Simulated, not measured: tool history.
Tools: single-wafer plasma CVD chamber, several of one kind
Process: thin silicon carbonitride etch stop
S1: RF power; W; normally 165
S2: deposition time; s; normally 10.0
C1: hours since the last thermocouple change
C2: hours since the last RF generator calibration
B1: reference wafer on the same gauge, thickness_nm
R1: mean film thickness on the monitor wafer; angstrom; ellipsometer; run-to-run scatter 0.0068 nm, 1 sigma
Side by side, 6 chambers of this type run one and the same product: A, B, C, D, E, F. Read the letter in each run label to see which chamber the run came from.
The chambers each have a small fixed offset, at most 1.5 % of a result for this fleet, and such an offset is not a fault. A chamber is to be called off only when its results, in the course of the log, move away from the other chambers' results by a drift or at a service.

run   hour   S1    S2      C1      C2      B1      R1
 1E   12.1  165  10.0   706.9  1117.2  5.4691  54.015
 2F   19.3  165  10.0  1381.5   373.3  5.4675  53.831
 3D   30.4  165  10.0  2296.7  1138.4  5.4692  52.906
 4B   39.7  165  10.0   553.6   278.4  5.4669  53.634
      42.5  -- chamber E: RF generator calibrated
 5C   46.7  165  10.0  1419.6  1780.5  5.4666  54.105
 6A   57.8  165  10.0  1938.1  2063.9  5.4671  54.329
 7F   68.4  165  10.0  1430.6   422.4  5.4680  53.900
 8A   78.3  165  10.0  1958.6  2084.4  5.4634  54.258
 9C   91.5  165  10.0  1464.4  1825.3  5.4633  54.141
     100.7  -- chamber A: thermocouple changed; heater temperature recalibrated
10B  103.3  165  10.0   617.2   342.0  5.4638  53.658
11E  113.8  165  10.0   808.6    71.4  5.4612  53.931
12D  124.2  165  10.0  2390.5  1232.2  5.4626  52.867
13A  138.7  165  10.0    38.0  2144.8  5.4627  54.258
14F  153.5  165  10.0  1515.7   507.5  5.4601  53.806
15C  162.6  165  10.0  1535.5  1896.4  5.4593  53.950
16E  176.6  165  10.0   871.4   134.2  5.4576  53.897
17D  184.9  165  10.0  2451.2  1292.9  5.4573  53.006
18B  197.0  165  10.0   710.9   435.7  5.4576  53.560
19D  203.6  165  10.0  2469.9  1311.6  5.4591  52.841
20F  215.9  165  10.0  1578.1   569.9  5.4560  53.842
     216.5  -- chamber C: thermocouple changed; heater temperature recalibrated
21E  227.4  165  11.7   922.2   185.0  5.4547  62.885
22C  234.4  165  11.7    18.0  1968.2  5.4553  63.255
23B  245.0  165  11.7   758.9   483.7  5.4548  62.696
24A  252.6  165  11.7   151.9  2258.7  5.4541  63.357
     260.8  -- chamber A: RF generator calibrated
25B  265.5  165  11.7   779.4   504.2  5.4526  62.561
26A  277.5  165  11.7   176.8    16.7  5.4528  63.366
     278.9  -- chamber D: RF generator calibrated
27D  291.6  165  10.0  2557.9    12.7  5.4525  52.799
28E  302.4  165  10.0   997.2   260.0  5.4501  53.755
29C  311.2  165  10.0    94.8  2045.0  5.4512  53.831
30F  318.0  165  10.0  1680.2   672.0  5.4501  53.613
     320.9  -- chamber C: RF generator calibrated
31A  331.1  145  11.0   230.4    70.3  5.4467  57.145
32F  343.8  145  11.0  1706.0   697.8  5.4507  56.615
33C  352.7  145  11.0   136.3    31.9  5.4482  56.958
34E  364.6  145  11.0  1059.4   322.2  5.4468  56.828
35B  376.5  145  11.0   890.4   615.2  5.4476  56.573
36D  384.5  145  11.0  2650.8   105.6  5.4476  55.797
37D  394.9  165  10.0  2661.2   116.0  5.4465  52.806
38A  407.9  165  10.0   307.2   147.1  5.4471  54.072
39E  414.4  165  10.0  1109.2   372.0  5.4474  53.670
40F  421.5  140  10.6  1783.7   775.5  5.4448  54.072
41C  433.4  140  10.6   217.0   112.6  5.4430  54.392
42B  447.4  140  10.6   961.3   686.1  5.4440  53.904

Next, every chamber runs the same settings. What will each give?
43A  458.1  150  10.0               ?
43B  458.1  150  10.0               ?
43C  458.1  150  10.0               ?
43D  458.1  150  10.0               ?
43E  458.1  150  10.0               ?
43F  458.1  150  10.0               ?

run      R1
43A  52.538
43B  51.928
43C  52.374
43D  51.288
43E  52.117
43F  52.032
